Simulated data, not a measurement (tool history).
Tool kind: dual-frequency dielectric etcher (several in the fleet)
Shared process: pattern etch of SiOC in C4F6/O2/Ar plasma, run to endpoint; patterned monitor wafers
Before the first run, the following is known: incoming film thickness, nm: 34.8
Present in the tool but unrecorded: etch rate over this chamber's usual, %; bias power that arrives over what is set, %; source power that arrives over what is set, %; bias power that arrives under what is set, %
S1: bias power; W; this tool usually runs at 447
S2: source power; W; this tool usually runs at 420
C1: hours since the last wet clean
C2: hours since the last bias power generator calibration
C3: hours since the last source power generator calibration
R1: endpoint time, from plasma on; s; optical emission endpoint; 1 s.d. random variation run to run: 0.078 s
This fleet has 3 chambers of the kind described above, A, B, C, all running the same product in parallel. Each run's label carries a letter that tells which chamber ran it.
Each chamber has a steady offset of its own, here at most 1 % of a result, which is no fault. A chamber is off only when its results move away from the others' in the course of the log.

run,day,S1,S2,C1,C2,C3,R1
1B,0.500,447,420,243.8,2245.8,2171.9,11.914
2A,1.050,447,420,144.4,3092.0,2837.7,12.049
# day 1.254: chamber C: wet clean of the chamber
3C,1.600,447,420,8.4,2185.3,376.5,12.094
4B,2.192,447,420,284.4,2286.4,2212.5,12.057
5A,2.725,447,420,184.6,3132.2,2877.9,11.934
6C,3.296,447,420,49.1,2226.0,417.2,11.976
7C,3.925,447,420,64.2,2241.1,432.3,11.932
8B,4.267,447,420,334.2,2336.2,2262.3,12.005
9A,4.871,447,420,236.1,3183.7,2929.4,11.835
10B,5.325,447,420,359.6,2361.6,2287.7,12.070
11C,5.688,447,420,106.5,2283.4,474.6,12.122
12A,6.096,447,420,265.5,3213.1,2958.8,11.882
13A,6.438,447,420,273.7,3221.3,2967.0,11.940
14B,6.808,447,420,395.2,2397.2,2323.3,11.990
15C,7.288,519,390,144.9,2321.8,513.0,11.642
16C,7.575,519,390,151.8,2328.7,519.9,11.753
17A,7.950,519,390,310.0,3257.6,3003.3,11.650
18B,8.262,447,420,430.1,2432.1,2358.2,11.991
19C,8.708,389,460,179.0,2355.9,547.1,12.342
20B,8.992,389,460,447.6,2449.6,2375.7,12.349
21A,9.600,389,460,349.6,3297.2,3042.9,12.098
22B,10.229,447,420,477.3,2479.3,2405.4,12.003
23C,10.571,372,360,223.7,2400.6,591.8,13.650
24A,10.925,372,360,381.4,3329.0,3074.7,13.618
25A,11.288,372,360,390.1,3337.7,3083.4,13.638
26C,11.662,447,420,249.9,2426.8,618.0,12.137
27B,12.088,447,420,521.9,2523.9,2450.0,12.126
28C,12.438,447,420,268.5,2445.4,636.6,12.115
29B,12.721,447,420,537.1,2539.1,2465.2,12.145
# day 13.183: chamber A: source power generator calibrated
30A,13.333,447,420,439.2,3386.8,3.6,11.888
31B,13.638,447,420,559.1,2561.1,2487.2,12.013

Next, every chamber runs the same settings. What will each give?
32A,14.108,447,360,,,,?
32B,14.108,447,360,,,,?
32C,14.108,447,360,,,,?

run,R1
32A,12.488
32B,12.866
32C,12.863
